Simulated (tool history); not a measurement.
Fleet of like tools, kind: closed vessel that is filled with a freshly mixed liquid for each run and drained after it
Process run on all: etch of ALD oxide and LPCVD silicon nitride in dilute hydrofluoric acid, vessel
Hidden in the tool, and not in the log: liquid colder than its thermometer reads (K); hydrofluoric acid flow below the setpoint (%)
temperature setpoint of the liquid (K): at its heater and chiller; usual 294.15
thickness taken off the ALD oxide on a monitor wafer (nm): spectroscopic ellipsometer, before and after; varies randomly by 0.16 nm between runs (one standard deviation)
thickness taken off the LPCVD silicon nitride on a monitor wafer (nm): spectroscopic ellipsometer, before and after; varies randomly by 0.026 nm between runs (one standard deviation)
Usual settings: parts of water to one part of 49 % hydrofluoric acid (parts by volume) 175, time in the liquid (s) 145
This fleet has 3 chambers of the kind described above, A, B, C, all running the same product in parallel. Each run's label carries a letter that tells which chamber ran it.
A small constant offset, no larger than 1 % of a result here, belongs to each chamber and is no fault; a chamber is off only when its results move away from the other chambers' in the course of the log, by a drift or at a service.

run    day  temperature setpoint of the liquid (K)  parts of water to one part of 49 % hydrofluoric acid (parts by volume)  time in the liquid (s)  hours since the thermometer was replaced  hours since the hydrofluoric acid flow meter was replaced  read-back film thickness of the ALD oxide reference wafer, read on the same gauge (nm)  read-back film thickness of the LPCVD silicon nitride reference wafer, read on the same gauge (nm)  thickness taken off the ALD oxide on a monitor wafer (nm)  thickness taken off the LPCVD silicon nitride on a monitor wafer (nm)
 1A  0.233                                  294.15                                                                     175                     145                                     260.2                                                      169.6                                                                                  30.014                                                                                                 150                                                     21.972                                                                0.32441
 2B  0.417                                  294.15                                                                     175                     145                                     979.8                                                     1404.4                                                                                  30.028                                                                                              149.99                                                     21.905                                                                0.38317
 3C  0.758                                  294.15                                                                     175                     145                                       714                                                      426.3                                                                                  30.041                                                                                              150.02                                                     21.889                                                                0.37401
 4A  1.008                                  294.15                                                                     175                     145                                     278.8                                                      188.2                                                                                   30.01                                                                                              150.02                                                     21.754                                                                0.30829
 5B  1.312                                  294.15                                                                     175                     145                                    1001.3                                                     1425.9                                                                                  30.026                                                                                              149.96                                                      21.77                                                                0.37416
 6C  1.662                                  294.15                                                                     175                     145                                     735.7                                                        448                                                                                  30.051                                                                                              150.03                                                       21.7                                                                0.33041
 7C   1.85                                  294.15                                                                     175                     145                                     740.2                                                      452.5                                                                                  29.939                                                                                                 150                                                     21.718                                                                0.35123
 8A  2.204                                  294.15                                                                     175                     145                                     307.5                                                      216.9                                                                                  30.002                                                                                                 150                                                     21.988                                                                0.30976
 9B   2.45                                  294.15                                                                     175                     145                                    1028.6                                                     1453.2                                                                                  30.044                                                                                              149.99                                                     21.935                                                                0.37633
10A  2.754                                  294.15                                                                     175                     145                                     320.7                                                      230.1                                                                                  30.011                                                                                              149.97                                                     21.916                                                                0.35526
11C  2.933                                  294.15                                                                     175                     145                                     766.2                                                      478.5                                                                                   29.96                                                                                                 150                                                     21.609                                                                0.36586
12B  3.275                                  294.15                                                                     175                     145                                    1048.4                                                       1473                                                                                  29.978                                                                                              150.01                                                      21.81                                                                0.37779
13C  3.621                                  294.15                                                                     175                     145                                     782.7                                                        495                                                                                  29.979                                                                                              150.03                                                     21.192                                                                0.36218
14A  3.962                                  294.15                                                                     175                     230                                     349.7                                                      259.1                                                                                  29.978                                                                                                 150                                                     34.423                                                                0.58988
15B  4.154                                  294.15                                                                     175                     230                                    1069.5                                                     1494.1                                                                                  29.965                                                                                              149.98                                                     34.593                                                                0.57448
16B  4.408                                  294.15                                                                     175                     230                                    1075.6                                                     1500.2                                                                                  29.999                                                                                                 150                                                     34.365                                                                0.52852
17A  4.762                                  294.15                                                                     175                     145                                     368.9                                                      278.3                                                                                  29.998                                                                                                 150                                                     21.693                                                                 0.3596
18C  5.067                                  294.15                                                                     175                     145                                     817.4                                                      529.7                                                                                  30.014                                                                                              149.99                                                      20.94                                                                0.35577
19C  5.325                                  294.15                                                                     175                     145                                     823.6                                                      535.9                                                                                   29.98                                                                                                 150                                                     20.968                                                                0.35391
20A  5.504                                  294.15                                                                     175                     145                                     386.7                                                      296.1                                                                                  29.992                                                                                              150.03                                                     21.722                                                                0.34689
21B  5.725                                  294.15                                                                     175                     145                                    1107.2                                                     1531.8                                                                                  30.018                                                                                                 150                                                      21.77                                                                0.35593
22A  6.088                                  294.15                                                                     175                     145                                     400.7                                                      310.1                                                                                  29.999                                                                                              150.01                                                     21.858                                                                0.38467

Has any chamber moved away from the others, gradually or after a service, or does the common gauge drift, or do the chambers differ only by their own small steady offsets? State the chamber and the most likely cause if one applies.

It is chamber C that slowly wanders off from its peers.
Most likely cause: hydrofluoric acid flow below the setpoint (%) = 5.36.

Chamber C could run next with any of the 4 candidate recipes listed below; each alters the usual settings, and their results appear as question marks. Which one brings its results back in line with what the other chambers deliver on the usual settings?
Counts as in line when no further than this from what the other chambers average on the usual settings: thickness taken off the ALD oxide on a monitor wafer (nm) 0.57; thickness taken off the LPCVD silicon nitride on a monitor wafer (nm) 0.09
23C-1  6.354                                  294.15                                                                     165                     150                                                                                                                                                                                                                                                                                                                                                           ?                                                                      ?
23C-2  6.354                                  294.15                                                                     180                     140                                                                                                                                                                                                                                                                                                                                                           ?                                                                      ?
23C-3  6.354                                  294.15                                                                     170                     150                                                                                                                                                                                                                                                                                                                                                           ?                                                                      ?
23C-4  6.354                                  294.15                                                                     185                     140                                                                                                                                                                                                                                                                                                                                                           ?                                                                      ?

What the other chambers average on the usual settings: thickness taken off the ALD oxide on a monitor wafer (nm) 21.854; thickness taken off the LPCVD silicon nitride on a monitor wafer (nm) 0.36088
  run  thickness taken off the ALD oxide on a monitor wafer (nm)  thickness taken off the LPCVD silicon nitride on a monitor wafer (nm)
23C-1                                                     22.695                                                                0.36929
23C-2                                                     19.117                                                                0.31678
23C-3                                                     21.913                                                                0.35875
23C-4                                                     18.505                                                                0.30847
23C-3 is the one that brings the chamber's results back in line with the other chambers.
